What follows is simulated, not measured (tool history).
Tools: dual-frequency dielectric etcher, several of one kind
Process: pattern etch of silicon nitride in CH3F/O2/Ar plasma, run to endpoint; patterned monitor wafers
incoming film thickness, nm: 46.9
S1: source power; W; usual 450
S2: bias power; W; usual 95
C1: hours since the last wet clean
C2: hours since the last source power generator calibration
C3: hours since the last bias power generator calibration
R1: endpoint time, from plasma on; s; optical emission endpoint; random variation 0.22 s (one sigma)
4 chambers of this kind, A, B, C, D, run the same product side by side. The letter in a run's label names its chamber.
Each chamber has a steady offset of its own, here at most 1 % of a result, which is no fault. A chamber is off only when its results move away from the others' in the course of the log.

run,hour,S1,S2,C1,C2,C3,R1
# hour 8.7: chamber B: wet clean of the chamber
1C,11.1,450,95,140.2,673.2,810,59.092
2D,17.4,450,95,81.7,2708,2956.5,58.33
3A,29.2,450,95,320.8,3662.6,1370,58.94
4B,36.5,450,95,27.8,3390.6,1308.8,59.486
5A,49.2,450,95,340.8,3682.6,1390,58.787
6B,59.7,450,95,51,3413.8,1332,59.216
7C,67.7,450,95,196.8,729.8,866.6,59.124
8D,77.2,450,95,141.5,2767.8,3016.3,58.359
9D,86,450,95,150.3,2776.6,3025.1,58.357
10A,95.4,450,95,387,3728.8,1436.2,58.05
11B,104.8,450,95,96.1,3458.9,1377.1,59.618
12C,111.7,450,95,240.8,773.8,910.6,58.815
13A,120.1,450,95,411.7,3753.5,1460.9,58.492
14C,129.8,390,107,258.9,791.9,928.7,59.339
15D,139.1,390,107,203.4,2829.7,3078.2,59.148
16B,148.6,390,107,139.9,3502.7,1420.9,60.258
# hour 150.8: chamber B: source power generator calibrated
17B,159.7,390,107,151,9,1432,59.961
18A,171.6,450,95,463.2,3805,1512.4,58.035
19C,177.6,450,95,306.7,839.7,976.5,58.792
20D,188.7,450,95,253,2879.3,3127.8,58.207
21C,195.1,360,103,324.2,857.2,994,62.581
22A,206.1,360,103,497.7,3839.5,1546.9,60.86
23B,215.8,360,103,207.1,65.1,1488.1,62.694
24D,228.1,360,103,292.4,2918.7,3167.2,61.708
25B,239.2,450,95,230.5,88.5,1511.5,58.883
26A,248.9,450,95,540.5,3882.3,1589.7,57.412
27C,255.2,450,95,384.3,917.3,1054.1,59.139
28D,263.1,450,84,327.4,2953.7,3202.2,61.005
29C,274.3,450,84,403.4,936.4,1073.2,61.21
30A,283.5,450,84,575.1,3916.9,1624.3,59.39
31B,295,450,84,286.3,144.3,1567.3,61.829
32D,305.5,450,95,369.8,2996.1,3244.6,58.385
33A,314.5,450,95,606.1,3947.9,1655.3,57.507
34D,320.1,450,95,384.4,3010.7,3259.2,58.745
35B,328.5,450,95,319.8,177.8,1600.8,59.377
36C,340.7,450,95,469.8,1002.8,1139.6,58.667
37A,351.5,450,95,643.1,3984.9,1692.3,56.49
38C,364.2,450,95,493.3,1026.3,1163.1,58.809
39D,371,450,95,435.3,3061.6,3310.1,58.232
40B,376.6,450,95,367.9,225.9,1648.9,59.153
41C,384.1,450,95,513.2,1046.2,1183,59.28

All 4 chambers run these settings next. Forecast each chamber's results:
42A,393.2,450,78,,,,?
42B,393.2,450,78,,,,?
42C,393.2,450,78,,,,?
42D,393.2,450,78,,,,?

run,R1
42A,60.014
42B,63.202
42C,63.299
42D,62.708
